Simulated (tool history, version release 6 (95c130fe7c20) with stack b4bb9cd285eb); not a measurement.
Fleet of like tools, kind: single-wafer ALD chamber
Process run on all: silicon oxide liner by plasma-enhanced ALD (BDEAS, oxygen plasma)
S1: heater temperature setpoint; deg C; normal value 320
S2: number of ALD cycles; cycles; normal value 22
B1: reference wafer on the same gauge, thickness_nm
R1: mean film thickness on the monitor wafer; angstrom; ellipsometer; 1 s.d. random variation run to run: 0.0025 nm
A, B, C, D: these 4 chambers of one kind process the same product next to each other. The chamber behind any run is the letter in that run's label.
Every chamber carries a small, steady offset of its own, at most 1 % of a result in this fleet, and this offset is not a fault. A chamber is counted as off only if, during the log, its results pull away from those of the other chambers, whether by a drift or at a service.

{"run": "1C", "hour": 4.3, "S1": 320, "S2": 22, "B1": 2.321, "R1": 19.871}
{"run": "2B", "hour": 10.3, "S1": 320, "S2": 22, "B1": 2.3206, "R1": 19.907}
{"run": "3D", "hour": 15.1, "S1": 320, "S2": 22, "B1": 2.3215, "R1": 20.037}
{"run": "4A", "hour": 20.7, "S1": 320, "S2": 22, "B1": 2.3219, "R1": 19.751}
{"run": "5C", "hour": 24.6, "S1": 320, "S2": 22, "B1": 2.3219, "R1": 19.884}
{"run": "6D", "hour": 27.9, "S1": 320, "S2": 22, "B1": 2.3224, "R1": 20.065}
{"run": "7B", "hour": 32.1, "S1": 320, "S2": 22, "B1": 2.3228, "R1": 19.925}
{"run": "8A", "hour": 36.0, "S1": 320, "S2": 22, "B1": 2.3242, "R1": 19.807}
{"run": "9B", "hour": 41.2, "S1": 306, "S2": 22, "B1": 2.3243, "R1": 20.34}
{"run": "10A", "hour": 46.7, "S1": 306, "S2": 22, "B1": 2.3248, "R1": 20.155}
{"run": "11D", "hour": 50.5, "S1": 306, "S2": 22, "B1": 2.3253, "R1": 20.464}
{"run": "12C", "hour": 53.9, "S1": 306, "S2": 22, "B1": 2.3257, "R1": 20.221}
{"run": "13C", "hour": 58.4, "S1": 320, "S2": 18, "B1": 2.3263, "R1": 16.197}
{"run": "14B", "hour": 63.0, "S1": 320, "S2": 18, "B1": 2.3261, "R1": 16.324}
{"run": "15D", "hour": 68.8, "S1": 320, "S2": 18, "B1": 2.3273, "R1": 16.421}
{"run": "16A", "hour": 72.9, "S1": 320, "S2": 18, "B1": 2.3279, "R1": 16.187}
{"run": "17B", "hour": 80.0, "S1": 320, "S2": 22, "B1": 2.3282, "R1": 19.97}
{"run": "18A", "hour": 83.7, "S1": 320, "S2": 22, "B1": 2.3284, "R1": 19.791}
{"run": "19C", "hour": 87.5, "S1": 328, "S2": 26, "B1": 2.3288, "R1": 23.226}
{"run": "20D", "hour": 91.2, "S1": 328, "S2": 26, "B1": 2.3294, "R1": 23.515}
{"run": "21D", "hour": 97.1, "S1": 328, "S2": 26, "B1": 2.3289, "R1": 23.441}
{"run": "22C", "hour": 100.4, "S1": 328, "S2": 26, "B1": 2.3304, "R1": 23.258}
{"run": "23B", "hour": 106.5, "S1": 320, "S2": 22, "B1": 2.332, "R1": 20.03}
{"run": "24A", "hour": 112.4, "S1": 320, "S2": 22, "B1": 2.3319, "R1": 19.858}

One chamber off, gauge drift, or nothing amiss beyond the chambers' own small offsets? If it is a chamber, which one, and what is the likeliest cause?

No chamber is off; the gauge reading every chamber's wafers drifts, which makes the whole fleet appear to move together.
Likeliest cause: gauge reads high (%) = 0.531.
